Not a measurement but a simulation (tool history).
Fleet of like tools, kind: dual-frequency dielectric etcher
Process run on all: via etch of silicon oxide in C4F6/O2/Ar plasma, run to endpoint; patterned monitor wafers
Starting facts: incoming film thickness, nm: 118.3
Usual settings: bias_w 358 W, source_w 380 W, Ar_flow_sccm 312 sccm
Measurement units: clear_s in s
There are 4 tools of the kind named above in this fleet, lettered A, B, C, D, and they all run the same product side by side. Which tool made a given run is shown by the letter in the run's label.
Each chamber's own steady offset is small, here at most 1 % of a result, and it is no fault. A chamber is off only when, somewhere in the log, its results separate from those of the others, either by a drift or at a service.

{"run": "1D", "hour": 9.8, "bias_w": 358, "source_w": 380, "Ar_flow_sccm": 312, "clear_s": 29.94}
{"run": "2C", "hour": 15.4, "bias_w": 358, "source_w": 380, "Ar_flow_sccm": 312, "clear_s": 29.996}
{"run": "3B", "hour": 24.8, "bias_w": 358, "source_w": 380, "Ar_flow_sccm": 312, "clear_s": 29.972}
{"run": "4A", "hour": 31.3, "bias_w": 358, "source_w": 380, "Ar_flow_sccm": 312, "clear_s": 30.243}
{"run": "5B", "hour": 36.4, "bias_w": 358, "source_w": 380, "Ar_flow_sccm": 312, "clear_s": 29.923}
{"run": "6C", "hour": 43.6, "bias_w": 358, "source_w": 380, "Ar_flow_sccm": 312, "clear_s": 30.262}
{"run": "7D", "hour": 53.0, "bias_w": 320, "source_w": 290, "Ar_flow_sccm": 312, "clear_s": 34.252}
{"run": "8A", "hour": 64.1, "bias_w": 320, "source_w": 290, "Ar_flow_sccm": 312, "clear_s": 34.982}
{"run": "9A", "hour": 70.0, "bias_w": 320, "source_w": 290, "Ar_flow_sccm": 312, "clear_s": 35.197}
{"run": "10B", "hour": 78.1, "bias_w": 320, "source_w": 290, "Ar_flow_sccm": 312, "clear_s": 33.744}
{"run": "11C", "hour": 84.9, "bias_w": 358, "source_w": 380, "Ar_flow_sccm": 312, "clear_s": 30.272}
{"run": "12D", "hour": 94.8, "bias_w": 358, "source_w": 310, "Ar_flow_sccm": 312, "clear_s": 32.407}
{"run": "13C", "hour": 100.0, "bias_w": 358, "source_w": 310, "Ar_flow_sccm": 312, "clear_s": 32.519}
{"hour": 107.5, "done": "chamber A: wet clean of the chamber"}
{"run": "14D", "hour": 108.8, "bias_w": 358, "source_w": 310, "Ar_flow_sccm": 312, "clear_s": 32.703}
{"run": "15B", "hour": 116.8, "bias_w": 358, "source_w": 310, "Ar_flow_sccm": 312, "clear_s": 31.638}
{"hour": 118.7, "done": "chamber D: wet clean of the chamber"}
{"run": "16A", "hour": 125.7, "bias_w": 358, "source_w": 380, "Ar_flow_sccm": 312, "clear_s": 30.135}
{"run": "17D", "hour": 136.9, "bias_w": 358, "source_w": 380, "Ar_flow_sccm": 312, "clear_s": 30.134}
{"run": "18A", "hour": 145.1, "bias_w": 358, "source_w": 380, "Ar_flow_sccm": 312, "clear_s": 30.483}
{"run": "19C", "hour": 155.5, "bias_w": 358, "source_w": 380, "Ar_flow_sccm": 312, "clear_s": 30.047}
{"run": "20B", "hour": 165.6, "bias_w": 358, "source_w": 380, "Ar_flow_sccm": 312, "clear_s": 28.837}
{"run": "21D", "hour": 177.0, "bias_w": 358, "source_w": 380, "Ar_flow_sccm": 312, "clear_s": 30.487}
{"run": "22B", "hour": 182.7, "bias_w": 358, "source_w": 380, "Ar_flow_sccm": 312, "clear_s": 29.211}
{"run": "23A", "hour": 188.6, "bias_w": 358, "source_w": 380, "Ar_flow_sccm": 312, "clear_s": 30.509}
{"run": "24C", "hour": 199.1, "bias_w": 358, "source_w": 380, "Ar_flow_sccm": 312, "clear_s": 29.679}
{"run": "25D", "hour": 206.4, "bias_w": 358, "source_w": 380, "Ar_flow_sccm": 312, "clear_s": 30.237}
{"run": "26C", "hour": 213.2, "bias_w": 358, "source_w": 380, "Ar_flow_sccm": 312, "clear_s": 30.149}

All chambers now run identical settings, listed one chamber a line with results as question marks. What results will each chamber show?
{"run": "27A", "hour": 221.5, "bias_w": 412, "source_w": 380, "Ar_flow_sccm": 312, "clear_s": "?"}
{"run": "27B", "hour": 221.5, "bias_w": 412, "source_w": 380, "Ar_flow_sccm": 312, "clear_s": "?"}
{"run": "27C", "hour": 221.5, "bias_w": 412, "source_w": 380, "Ar_flow_sccm": 312, "clear_s": "?"}
{"run": "27D", "hour": 221.5, "bias_w": 412, "source_w": 380, "Ar_flow_sccm": 312, "clear_s": "?"}

run=27A clear_s=28.363
run=27B clear_s=27.351
run=27C clear_s=28.534
run=27D clear_s=28.679
